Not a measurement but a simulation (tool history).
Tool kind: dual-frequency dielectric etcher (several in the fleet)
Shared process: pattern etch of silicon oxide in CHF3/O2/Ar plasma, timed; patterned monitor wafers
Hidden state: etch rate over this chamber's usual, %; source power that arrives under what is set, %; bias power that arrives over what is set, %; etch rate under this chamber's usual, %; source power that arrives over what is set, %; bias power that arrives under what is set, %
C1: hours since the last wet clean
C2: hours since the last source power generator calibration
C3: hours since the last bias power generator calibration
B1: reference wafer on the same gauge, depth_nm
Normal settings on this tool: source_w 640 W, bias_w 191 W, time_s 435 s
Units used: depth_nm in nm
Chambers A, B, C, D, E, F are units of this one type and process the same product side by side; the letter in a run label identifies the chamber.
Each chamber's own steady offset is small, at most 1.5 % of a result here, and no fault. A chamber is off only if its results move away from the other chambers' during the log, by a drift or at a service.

Run 1E, hour 5.4: usual settings; C1 478.6; C2 876.3; C3 2470.7; B1 830.75. Result: depth_nm 897.09 nm.
Run 2B, hour 10.9: usual settings; C1 543.1; C2 1423.9; C3 1299.7; B1 830.51. Result: depth_nm 894.00 nm.
Run 3A, hour 16.0: usual settings; C1 453.0; C2 4090.2; C3 2223.3; B1 830.61. Result: depth_nm 892.31 nm.
Run 4F, hour 21.9: usual settings; C1 163.5; C2 1211.4; C3 1532.1; B1 830.44. Result: depth_nm 896.46 nm.
Run 5C, hour 28.7: usual settings; C1 347.1; C2 289.8; C3 1379.4; B1 830.19. Result: depth_nm 884.83 nm.
Run 6D, hour 35.3: usual settings; C1 173.9; C2 1016.8; C3 1989.0; B1 830.36. Result: depth_nm 895.73 nm.
Run 7D, hour 38.5: usual settings; C1 177.1; C2 1020.0; C3 1992.2; B1 830.10. Result: depth_nm 900.63 nm.
Run 8E, hour 42.7: usual settings; C1 515.9; C2 913.6; C3 2508.0; B1 829.81. Result: depth_nm 895.39 nm.
At hour 46.4: chamber C: wet clean of the chamber.
Run 9F, hour 49.2: usual settings; C1 190.8; C2 1238.7; C3 1559.4; B1 829.95. Result: depth_nm 895.59 nm.
At hour 50.4: chamber B: wet clean of the chamber.
Run 10A, hour 54.1: usual settings; C1 491.1; C2 4128.3; C3 2261.4; B1 829.57. Result: depth_nm 892.06 nm.
Run 11C, hour 58.8: usual settings but time_s 543 s; C1 12.5; C2 319.9; C3 1409.5; B1 829.60. Result: depth_nm 1103.20 nm.
Run 12B, hour 62.7: usual settings but time_s 543 s; C1 12.3; C2 1475.7; C3 1351.5; B1 829.51. Result: depth_nm 1117.10 nm.
Run 13A, hour 68.5: usual settings but time_s 543 s; C1 505.5; C2 4142.7; C3 2275.8; B1 829.45. Result: depth_nm 1114.30 nm.
Run 14C, hour 73.7: usual settings but time_s 543 s; C1 27.4; C2 334.8; C3 1424.4; B1 829.49. Result: depth_nm 1101.90 nm.
At hour 74.7: chamber A: wet clean of the chamber.
Run 15D, hour 80.1: usual settings but time_s 543 s; C1 218.7; C2 1061.6; C3 2033.8; B1 829.28. Result: depth_nm 1120.30 nm.
Run 16B, hour 83.2: usual settings but time_s 543 s; C1 32.8; C2 1496.2; C3 1372.0; B1 828.99. Result: depth_nm 1111.80 nm.
Run 17E, hour 86.5: usual settings; C1 559.7; C2 957.4; C3 2551.8; B1 828.76. Result: depth_nm 891.92 nm.
Run 18F, hour 89.9: usual settings; C1 231.5; C2 1279.4; C3 1600.1; B1 828.74. Result: depth_nm 897.12 nm.
Run 19B, hour 93.5: usual settings; C1 43.1; C2 1506.5; C3 1382.3; B1 828.60. Result: depth_nm 893.25 nm.
Run 20F, hour 99.9: usual settings; C1 241.5; C2 1289.4; C3 1610.1; B1 828.84. Result: depth_nm 896.19 nm.
Run 21D, hour 103.4: usual settings; C1 242.0; C2 1084.9; C3 2057.1; B1 828.49. Result: depth_nm 896.32 nm.
Run 22E, hour 109.5: usual settings; C1 582.7; C2 980.4; C3 2574.8; B1 828.34. Result: depth_nm 892.91 nm.
At hour 113.9: chamber A: source power generator calibrated.
Run 23A, hour 115.9: usual settings; C1 41.2; C2 2.1; C3 2323.2; B1 828.11. Result: depth_nm 889.42 nm.
At hour 121.9: chamber E: wet clean of the chamber.
Run 24C, hour 122.1: usual settings but source_w 780 W, time_s 488 s; C1 75.8; C2 383.2; C3 1472.8; B1 828.03. Result: depth_nm 1068.50 nm.
Run 25C, hour 126.8: usual settings but source_w 780 W, time_s 488 s; C1 80.5; C2 387.9; C3 1477.5; B1 828.03. Result: depth_nm 1069.00 nm.
Run 26D, hour 131.3: usual settings but source_w 780 W, time_s 488 s; C1 269.9; C2 1112.8; C3 2085.0; B1 827.80. Result: depth_nm 1084.10 nm.
Run 27E, hour 135.1: usual settings but source_w 780 W, time_s 488 s; C1 13.2; C2 1006.0; C3 2600.4; B1 827.61. Result: depth_nm 1076.40 nm.
At hour 135.6: chamber D: bias power generator calibrated.
Run 28A, hour 141.8: usual settings but source_w 780 W, time_s 488 s; C1 67.1; C2 28.0; C3 2349.1; B1 827.60. Result: depth_nm 1077.20 nm.
Run 29F, hour 145.1: usual settings but source_w 780 W, time_s 488 s; C1 286.7; C2 1334.6; C3 1655.3; B1 827.47. Result: depth_nm 1081.40 nm.
Run 30B, hour 151.5: usual settings; C1 101.1; C2 1564.5; C3 1440.3; B1 827.42. Result: depth_nm 889.72 nm.
Run 31C, hour 157.1: usual settings; C1 110.8; C2 418.2; C3 1507.8; B1 827.50. Result: depth_nm 881.44 nm.
Run 32F, hour 161.0: usual settings; C1 302.6; C2 1350.5; C3 1671.2; B1 827.16. Result: depth_nm 892.04 nm.
Run 33A, hour 164.4: usual settings; C1 89.7; C2 50.6; C3 2371.7; B1 826.92. Result: depth_nm 888.20 nm.
Run 34D, hour 167.7: usual settings; C1 306.3; C2 1149.2; C3 32.1; B1 826.91. Result: depth_nm 894.29 nm.
Run 35B, hour 172.4: usual settings; C1 122.0; C2 1585.4; C3 1461.2; B1 826.87. Result: depth_nm 893.88 nm.
Run 36E, hour 177.6: usual settings; C1 55.7; C2 1048.5; C3 2642.9; B1 826.95. Result: depth_nm 889.66 nm.
Run 37B, hour 181.8: usual settings; C1 131.4; C2 1594.8; C3 1470.6; B1 826.80. Result: depth_nm 889.49 nm.
Run 38A, hour 186.6: usual settings but bias_w 231 W; C1 111.9; C2 72.8; C3 2393.9; B1 826.91. Result: depth_nm 948.14 nm.
Run 39F, hour 190.6: usual settings but bias_w 231 W; C1 332.2; C2 1380.1; C3 1700.8; B1 826.34. Result: depth_nm 950.80 nm.
Run 40C, hour 193.8: usual settings but bias_w 231 W; C1 147.5; C2 454.9; C3 1544.5; B1 826.32. Result: depth_nm 939.08 nm.
Run 41D, hour 200.7: usual settings but bias_w 231 W; C1 339.3; C2 1182.2; C3 65.1; B1 826.13. Result: depth_nm 955.50 nm.
Run 42E, hour 204.6: usual settings but bias_w 231 W; C1 82.7; C2 1075.5; C3 2669.9; B1 826.06. Result: depth_nm 949.36 nm.
Run 43E, hour 211.3: usual settings but bias_w 231 W; C1 89.4; C2 1082.2; C3 2676.6; B1 825.51. Result: depth_nm 946.18 nm.

All 6 chambers run these settings next. Forecast each chamber's results:
Run 44A, hour 216.2: usual settings but bias_w 159 W. Result: depth_nm ?.
Run 44B, hour 216.2: usual settings but bias_w 159 W. Result: depth_nm ?.
Run 44C, hour 216.2: usual settings but bias_w 159 W. Result: depth_nm ?.
Run 44D, hour 216.2: usual settings but bias_w 159 W. Result: depth_nm ?.
Run 44E, hour 216.2: usual settings but bias_w 159 W. Result: depth_nm ?.
Run 44F, hour 216.2: usual settings but bias_w 159 W. Result: depth_nm ?.

run  depth_nm
44A    835.13
44B    836.80
44C    827.94
44D    840.95
44E    839.04
44F    839.94

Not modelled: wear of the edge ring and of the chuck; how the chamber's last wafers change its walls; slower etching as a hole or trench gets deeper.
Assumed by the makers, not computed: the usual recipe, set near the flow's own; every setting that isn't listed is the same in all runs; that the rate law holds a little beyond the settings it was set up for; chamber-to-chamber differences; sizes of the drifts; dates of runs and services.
